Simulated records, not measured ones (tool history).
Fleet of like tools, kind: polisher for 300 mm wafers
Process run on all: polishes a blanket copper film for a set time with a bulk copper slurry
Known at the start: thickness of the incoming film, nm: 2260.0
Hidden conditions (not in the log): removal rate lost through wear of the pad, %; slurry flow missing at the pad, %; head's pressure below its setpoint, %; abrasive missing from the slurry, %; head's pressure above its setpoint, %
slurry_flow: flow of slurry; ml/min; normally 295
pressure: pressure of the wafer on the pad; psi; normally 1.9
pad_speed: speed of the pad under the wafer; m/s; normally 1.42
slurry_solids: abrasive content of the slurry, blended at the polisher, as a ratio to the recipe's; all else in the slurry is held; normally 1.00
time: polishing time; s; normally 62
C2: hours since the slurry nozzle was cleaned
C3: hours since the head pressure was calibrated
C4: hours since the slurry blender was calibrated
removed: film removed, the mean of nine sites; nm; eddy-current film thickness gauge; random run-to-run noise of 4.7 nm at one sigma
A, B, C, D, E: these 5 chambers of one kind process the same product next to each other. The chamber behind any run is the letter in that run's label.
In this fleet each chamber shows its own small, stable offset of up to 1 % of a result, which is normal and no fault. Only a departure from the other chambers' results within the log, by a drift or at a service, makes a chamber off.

{"run": "1A", "hour": 6.2, "slurry_flow": 295, "pressure": 1.9, "pad_speed": 1.42, "slurry_solids": 1.0, "time": 62, "wafers polished on this pad": 741, "C2": 35.1, "C3": 846.0, "C4": 230.9, "removed": 649.34}
{"hour": 10.5, "done": "chamber D: worn pad replaced by a new one"}
{"run": "2D", "hour": 11.8, "slurry_flow": 295, "pressure": 1.9, "pad_speed": 1.42, "slurry_solids": 1.0, "time": 62, "wafers polished on this pad": 8, "C2": 229.3, "C3": 770.9, "C4": 86.1, "removed": 659.86}
{"run": "3E", "hour": 15.8, "slurry_flow": 295, "pressure": 1.9, "pad_speed": 1.42, "slurry_solids": 1.0, "time": 62, "wafers polished on this pad": 201, "C2": 160.2, "C3": 572.7, "C4": 50.5, "removed": 653.03}
{"run": "4B", "hour": 20.9, "slurry_flow": 295, "pressure": 1.9, "pad_speed": 1.42, "slurry_solids": 1.0, "time": 62, "wafers polished on this pad": 345, "C2": 24.5, "C3": 286.4, "C4": 289.9, "removed": 651.93}
{"run": "5C", "hour": 27.1, "slurry_flow": 295, "pressure": 1.9, "pad_speed": 1.42, "slurry_solids": 1.0, "time": 62, "wafers polished on this pad": 751, "C2": 100.2, "C3": 491.3, "C4": 163.3, "removed": 655.23}
{"run": "6B", "hour": 30.9, "slurry_flow": 295, "pressure": 1.9, "pad_speed": 1.42, "slurry_solids": 0.85, "time": 62, "wafers polished on this pad": 406, "C2": 34.5, "C3": 296.4, "C4": 299.9, "removed": 618.08}
{"run": "7E", "hour": 37.6, "slurry_flow": 295, "pressure": 1.9, "pad_speed": 1.42, "slurry_solids": 0.85, "time": 62, "wafers polished on this pad": 335, "C2": 182.0, "C3": 594.5, "C4": 72.3, "removed": 633.51}
{"run": "8C", "hour": 42.2, "slurry_flow": 295, "pressure": 1.9, "pad_speed": 1.42, "slurry_solids": 0.85, "time": 62, "wafers polished on this pad": 844, "C2": 115.3, "C3": 506.4, "C4": 178.4, "removed": 635.23}
{"hour": 45.4, "done": "chamber A: worn pad replaced by a new one"}
{"run": "9A", "hour": 46.7, "slurry_flow": 295, "pressure": 1.9, "pad_speed": 1.42, "slurry_solids": 0.85, "time": 62, "wafers polished on this pad": 8, "C2": 75.6, "C3": 886.5, "C4": 271.4, "removed": 630.33}
{"hour": 47.1, "done": "chamber C: worn pad replaced by a new one"}
{"run": "10D", "hour": 53.4, "slurry_flow": 295, "pressure": 1.9, "pad_speed": 1.42, "slurry_solids": 0.85, "time": 62, "wafers polished on this pad": 263, "C2": 270.9, "C3": 812.5, "C4": 127.7, "removed": 625.7}
{"hour": 53.9, "done": "chamber B: slurry blender recalibrated"}
{"hour": 54.4, "done": "chamber A: head pressure recalibrated"}
{"run": "11C", "hour": 59.6, "slurry_flow": 295, "pressure": 1.9, "pad_speed": 1.42, "slurry_solids": 1.0, "time": 62, "wafers polished on this pad": 76, "C2": 132.7, "C3": 523.8, "C4": 195.8, "removed": 655.34}
{"run": "12B", "hour": 62.8, "slurry_flow": 295, "pressure": 1.9, "pad_speed": 1.42, "slurry_solids": 1.0, "time": 62, "wafers polished on this pad": 602, "C2": 66.4, "C3": 328.3, "C4": 8.9, "removed": 652.97}
{"hour": 64.7, "done": "chamber E: worn pad replaced by a new one"}
{"run": "13E", "hour": 67.6, "slurry_flow": 295, "pressure": 1.9, "pad_speed": 1.42, "slurry_solids": 1.0, "time": 62, "wafers polished on this pad": 18, "C2": 212.0, "C3": 624.5, "C4": 102.3, "removed": 656.72}
{"run": "14D", "hour": 72.7, "slurry_flow": 295, "pressure": 1.9, "pad_speed": 1.42, "slurry_solids": 1.0, "time": 62, "wafers polished on this pad": 382, "C2": 290.2, "C3": 831.8, "C4": 147.0, "removed": 652.7}
{"run": "15A", "hour": 79.6, "slurry_flow": 360, "pressure": 1.9, "pad_speed": 1.42, "slurry_solids": 1.0, "time": 62, "wafers polished on this pad": 210, "C2": 108.5, "C3": 25.2, "C4": 304.3, "removed": 657.22}
{"hour": 84.9, "done": "chamber B: worn pad replaced by a new one"}
{"run": "16A", "hour": 84.9, "slurry_flow": 360, "pressure": 1.9, "pad_speed": 1.42, "slurry_solids": 1.0, "time": 62, "wafers polished on this pad": 242, "C2": 113.8, "C3": 30.5, "C4": 309.6, "removed": 650.7}
{"run": "17C", "hour": 90.0, "slurry_flow": 360, "pressure": 1.9, "pad_speed": 1.42, "slurry_solids": 1.0, "time": 62, "wafers polished on this pad": 263, "C2": 163.1, "C3": 554.2, "C4": 226.2, "removed": 659.02}
{"run": "18D", "hour": 94.2, "slurry_flow": 360, "pressure": 1.9, "pad_speed": 1.42, "slurry_solids": 1.0, "time": 62, "wafers polished on this pad": 514, "C2": 311.7, "C3": 853.3, "C4": 168.5, "removed": 673.6}
{"run": "19E", "hour": 98.1, "slurry_flow": 360, "pressure": 1.9, "pad_speed": 1.42, "slurry_solids": 1.0, "time": 62, "wafers polished on this pad": 205, "C2": 242.5, "C3": 655.0, "C4": 132.8, "removed": 664.72}
{"run": "20B", "hour": 103.8, "slurry_flow": 295, "pressure": 1.9, "pad_speed": 1.42, "slurry_solids": 1.0, "time": 62, "wafers polished on this pad": 116, "C2": 107.4, "C3": 369.3, "C4": 49.9, "removed": 650.85}
{"run": "21A", "hour": 108.3, "slurry_flow": 295, "pressure": 1.9, "pad_speed": 1.42, "slurry_solids": 1.0, "time": 62, "wafers polished on this pad": 386, "C2": 137.2, "C3": 53.9, "C4": 333.0, "removed": 636.16}
{"run": "22C", "hour": 113.1, "slurry_flow": 295, "pressure": 1.9, "pad_speed": 1.42, "slurry_solids": 1.0, "time": 62, "wafers polished on this pad": 405, "C2": 186.2, "C3": 577.3, "C4": 249.3, "removed": 650.62}
{"run": "23B", "hour": 119.3, "slurry_flow": 295, "pressure": 1.9, "pad_speed": 1.42, "slurry_solids": 1.0, "time": 62, "wafers polished on this pad": 211, "C2": 122.9, "C3": 384.8, "C4": 65.4, "removed": 653.16}
{"run": "24D", "hour": 124.8, "slurry_flow": 295, "pressure": 1.9, "pad_speed": 1.42, "slurry_solids": 1.0, "time": 62, "wafers polished on this pad": 702, "C2": 342.3, "C3": 883.9, "C4": 199.1, "removed": 666.2}
{"run": "25E", "hour": 128.5, "slurry_flow": 295, "pressure": 1.9, "pad_speed": 1.42, "slurry_solids": 1.0, "time": 62, "wafers polished on this pad": 392, "C2": 272.9, "C3": 685.4, "C4": 163.2, "removed": 650.79}
{"hour": 132.1, "done": "chamber B: head pressure recalibrated"}
{"run": "26B", "hour": 134.9, "slurry_flow": 295, "pressure": 1.9, "pad_speed": 1.42, "slurry_solids": 1.0, "time": 62, "wafers polished on this pad": 307, "C2": 138.5, "C3": 2.9, "C4": 81.0, "removed": 657.74}
{"hour": 136.4, "done": "chamber D: worn pad replaced by a new one"}
{"hour": 140.0, "done": "chamber E: worn pad replaced by a new one"}
{"run": "27E", "hour": 140.4, "slurry_flow": 295, "pressure": 1.9, "pad_speed": 1.42, "slurry_solids": 1.0, "time": 62, "wafers polished on this pad": 2, "C2": 284.8, "C3": 697.3, "C4": 175.1, "removed": 661.34}
{"run": "28C", "hour": 143.8, "slurry_flow": 295, "pressure": 1.9, "pad_speed": 1.42, "slurry_solids": 1.0, "time": 62, "wafers polished on this pad": 594, "C2": 216.9, "C3": 608.0, "C4": 280.0, "removed": 638.7}
{"run": "29A", "hour": 150.7, "slurry_flow": 295, "pressure": 1.9, "pad_speed": 1.42, "slurry_solids": 1.0, "time": 62, "wafers polished on this pad": 646, "C2": 179.6, "C3": 96.3, "C4": 375.4, "removed": 628.65}
{"run": "30D", "hour": 155.6, "slurry_flow": 295, "pressure": 1.9, "pad_speed": 1.42, "slurry_solids": 1.0, "time": 62, "wafers polished on this pad": 118, "C2": 373.1, "C3": 914.7, "C4": 229.9, "removed": 660.13}
{"run": "31B", "hour": 162.5, "slurry_flow": 295, "pressure": 1.9, "pad_speed": 1.42, "slurry_solids": 1.0, "time": 62, "wafers polished on this pad": 477, "C2": 166.1, "C3": 30.5, "C4": 108.6, "removed": 650.23}
{"run": "32E", "hour": 168.4, "slurry_flow": 295, "pressure": 1.9, "pad_speed": 1.42, "slurry_solids": 1.0, "time": 62, "wafers polished on this pad": 174, "C2": 312.8, "C3": 725.3, "C4": 203.1, "removed": 662.84}
{"run": "33C", "hour": 173.1, "slurry_flow": 295, "pressure": 1.9, "pad_speed": 1.42, "slurry_solids": 1.0, "time": 62, "wafers polished on this pad": 773, "C2": 246.2, "C3": 637.3, "C4": 309.3, "removed": 647.69}
{"hour": 178.4, "done": "chamber C: worn pad replaced by a new one"}
{"run": "34A", "hour": 179.8, "slurry_flow": 295, "pressure": 1.9, "pad_speed": 1.42, "slurry_solids": 1.0, "time": 62, "wafers polished on this pad": 825, "C2": 208.7, "C3": 125.4, "C4": 404.5, "removed": 620.13}
{"run": "35D", "hour": 186.5, "slurry_flow": 295, "pressure": 1.9, "pad_speed": 1.42, "slurry_solids": 1.0, "time": 62, "wafers polished on this pad": 307, "C2": 404.0, "C3": 945.6, "C4": 260.8, "removed": 654.34}
{"hour": 187.4, "done": "chamber E: slurry blender recalibrated"}
{"run": "36A", "hour": 189.8, "slurry_flow": 295, "pressure": 1.9, "pad_speed": 1.42, "slurry_solids": 1.0, "time": 62, "wafers polished on this pad": 886, "C2": 218.7, "C3": 135.4, "C4": 414.5, "removed": 624.19}
{"run": "37E", "hour": 196.6, "slurry_flow": 295, "pressure": 1.9, "pad_speed": 1.42, "slurry_solids": 1.0, "time": 62, "wafers polished on this pad": 348, "C2": 341.0, "C3": 753.5, "C4": 9.2, "removed": 655.0}
{"run": "38C", "hour": 203.1, "slurry_flow": 295, "pressure": 1.9, "pad_speed": 1.42, "slurry_solids": 1.0, "time": 62, "wafers polished on this pad": 152, "C2": 276.2, "C3": 667.3, "C4": 339.3, "removed": 650.8}
{"hour": 205.0, "done": "chamber B: worn pad replaced by a new one"}
{"run": "39B", "hour": 209.4, "slurry_flow": 295, "pressure": 1.9, "pad_speed": 1.42, "slurry_solids": 1.0, "time": 62, "wafers polished on this pad": 27, "C2": 213.0, "C3": 77.4, "C4": 155.5, "removed": 650.58}
{"run": "40D", "hour": 214.9, "slurry_flow": 295, "pressure": 1.9, "pad_speed": 1.42, "slurry_solids": 1.0, "time": 62, "wafers polished on this pad": 482, "C2": 432.4, "C3": 974.0, "C4": 289.2, "removed": 667.89}
{"hour": 216.2, "done": "chamber D: slurry blender recalibrated"}
{"run": "41D", "hour": 221.3, "slurry_flow": 295, "pressure": 1.9, "pad_speed": 1.42, "slurry_solids": 1.0, "time": 62, "wafers polished on this pad": 521, "C2": 438.8, "C3": 980.4, "C4": 5.2, "removed": 659.09}
{"run": "42B", "hour": 226.7, "slurry_flow": 295, "pressure": 1.9, "pad_speed": 1.42, "slurry_solids": 1.0, "time": 62, "wafers polished on this pad": 133, "C2": 230.3, "C3": 94.7, "C4": 172.8, "removed": 643.12}
{"run": "43A", "hour": 230.9, "slurry_flow": 295, "pressure": 1.9, "pad_speed": 1.42, "slurry_solids": 1.0, "time": 62, "wafers polished on this pad": 1139, "C2": 259.8, "C3": 176.5, "C4": 455.6, "removed": 622.55}

All 5 chambers run these settings next. Forecast each chamber's results:
{"run": "44A", "hour": 235.9, "slurry_flow": 295, "pressure": 1.9, "pad_speed": 1.42, "slurry_solids": 1.0, "time": 62, "removed": "?"}
{"run": "44B", "hour": 235.9, "slurry_flow": 295, "pressure": 1.9, "pad_speed": 1.42, "slurry_solids": 1.0, "time": 62, "removed": "?"}
{"run": "44C", "hour": 235.9, "slurry_flow": 295, "pressure": 1.9, "pad_speed": 1.42, "slurry_solids": 1.0, "time": 62, "removed": "?"}
{"run": "44D", "hour": 235.9, "slurry_flow": 295, "pressure": 1.9, "pad_speed": 1.42, "slurry_solids": 1.0, "time": 62, "removed": "?"}
{"run": "44E", "hour": 235.9, "slurry_flow": 295, "pressure": 1.9, "pad_speed": 1.42, "slurry_solids": 1.0, "time": 62, "removed": "?"}

run=44A removed=619.26
run=44B removed=648.81
run=44C removed=648.34
run=44D removed=658.60
run=44E removed=660.64

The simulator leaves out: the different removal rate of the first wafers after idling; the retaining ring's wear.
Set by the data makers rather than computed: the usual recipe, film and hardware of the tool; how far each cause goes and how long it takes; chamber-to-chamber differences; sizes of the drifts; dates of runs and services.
